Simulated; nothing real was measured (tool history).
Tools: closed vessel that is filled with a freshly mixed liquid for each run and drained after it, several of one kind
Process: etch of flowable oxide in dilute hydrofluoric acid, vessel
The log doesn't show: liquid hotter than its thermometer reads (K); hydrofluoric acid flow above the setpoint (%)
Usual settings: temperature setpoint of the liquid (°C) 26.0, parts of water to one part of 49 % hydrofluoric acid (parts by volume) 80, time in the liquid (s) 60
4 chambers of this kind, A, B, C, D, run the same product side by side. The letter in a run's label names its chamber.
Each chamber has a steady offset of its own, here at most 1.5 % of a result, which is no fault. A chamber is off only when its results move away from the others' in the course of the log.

run,hour,temperature setpoint of the liquid (°C),parts of water to one part of 49 % hydrofluoric acid (parts by volume),time in the liquid (s),hours since the thermometer was replaced,hours since the hydrofluoric acid flow meter was replaced,"read-back film thickness of the flowable oxide reference wafer, read on the same gauge (nm)",thickness taken off the flowable oxide on a monitor wafer (Å)
1D,12.4,26.0,80,60,45.2,732.4,60.015,574.99
2A,24.0,26.0,80,60,935.6,519.9,60.017,566.15
3B,31.0,26.0,80,60,1881.5,1153.4,60.016,573.93
4C,37.9,26.0,80,60,366.0,851.2,59.981,576.81
5B,51.3,26.0,80,60,1901.8,1173.7,59.991,577.20
6A,60.1,26.0,80,60,971.7,556.0,59.992,570.07
7C,71.0,26.0,80,60,399.1,884.3,60.008,571.76
8D,83.5,26.0,80,60,116.3,803.5,59.996,572.40
9A,90.6,26.0,80,60,1002.2,586.5,60.012,569.35
10C,105.2,26.0,80,60,433.3,918.5,60.014,572.44
# hour 106.5: chamber D: hydrofluoric acid flow meter replaced
11D,116.3,26.0,80,60,149.1,9.9,60.013,568.53
12B,131.8,26.0,80,60,1982.3,1254.2,60.047,580.91
13B,141.2,26.0,80,60,1991.7,1263.6,59.988,579.81
14C,154.3,26.0,65,60,482.4,967.6,59.991,719.96
15D,161.6,26.0,65,60,194.4,55.2,59.999,715.64
16A,170.7,26.0,65,60,1082.3,666.6,59.977,711.33
# hour 178.4: chamber C: hydrofluoric acid flow meter replaced
17B,180.9,26.0,65,60,2031.4,1303.3,59.976,736.94
18D,190.7,26.0,80,60,223.5,84.3,60.021,576.23
19A,204.9,26.0,80,60,1116.5,700.8,60.015,567.16
20C,214.6,26.0,80,60,542.7,36.2,59.993,571.56
21D,224.7,26.0,105,60,257.5,118.3,59.988,421.84
22C,238.8,26.0,105,60,566.9,60.4,60.009,425.20
23A,247.8,26.0,105,60,1159.4,743.7,60.031,420.93
24B,257.0,26.0,105,60,2107.5,1379.4,60.040,431.39
# hour 258.4: chamber C: thermometer replaced
25B,267.0,26.0,80,60,2117.5,1389.4,59.989,584.07
26A,278.9,23.5,80,70,1190.5,774.8,60.007,600.99
27C,290.9,23.5,80,70,32.6,112.5,60.011,603.18
28D,306.1,23.5,80,70,338.9,199.7,59.989,607.80
29B,314.7,23.5,80,70,2165.2,1437.1,60.009,618.72
30C,327.1,28.5,45,60,68.8,148.7,60.019,1173.60
31D,342.2,28.5,45,60,375.0,235.8,59.980,1166.90
32A,350.8,28.5,45,60,1262.4,846.7,60.018,1159.00
33C,360.7,28.5,45,60,102.4,182.3,59.978,1171.00
34D,373.9,26.0,80,60,406.7,267.5,59.975,573.44
35A,386.9,27.5,80,50,1298.5,882.8,59.987,500.01
36B,397.5,27.5,80,50,2248.0,1519.9,60.012,525.15
37D,412.4,27.5,80,50,445.2,306.0,59.998,506.15
38C,423.7,27.5,80,50,165.4,245.3,60.006,515.03
39B,432.9,26.0,80,60,2283.4,1555.3,60.019,590.48
40A,445.1,26.0,55,30,1356.7,941.0,59.987,427.26
41C,460.5,26.0,55,30,202.2,282.1,60.015,431.54

Is one chamber off against the others, does the gauge drift, or is nothing wrong? If a chamber is off, say which, and what the likeliest cause is.

Chamber B drifts away from the others.
Cause: liquid hotter than its thermometer reads (K) = 0.782.
The log may not tell that from: hydrofluoric acid flow above the setpoint (%).

Here are 4 candidates for chamber B's next run, each the usual settings with a change, their results left as question marks. Which one brings its results back in line with what the others give on the usual settings?
In line means no further than this from the other chambers' mean on the usual settings: thickness taken off the flowable oxide on a monitor wafer (Å) 11.00
42B-1,471.7,26.0,80,65,,,,?
42B-2,471.7,24.0,80,60,,,,?
42B-3,471.7,27.0,80,60,,,,?
42B-4,471.7,25.0,80,60,,,,?

The other chambers' mean on the usual settings: thickness taken off the flowable oxide on a monitor wafer (Å) 572.13
run,thickness taken off the flowable oxide on a monitor wafer (Å)
42B-1,642.98
42B-2,547.90
42B-3,617.66
42B-4,570.35
42B-4 brings the chamber back in line.
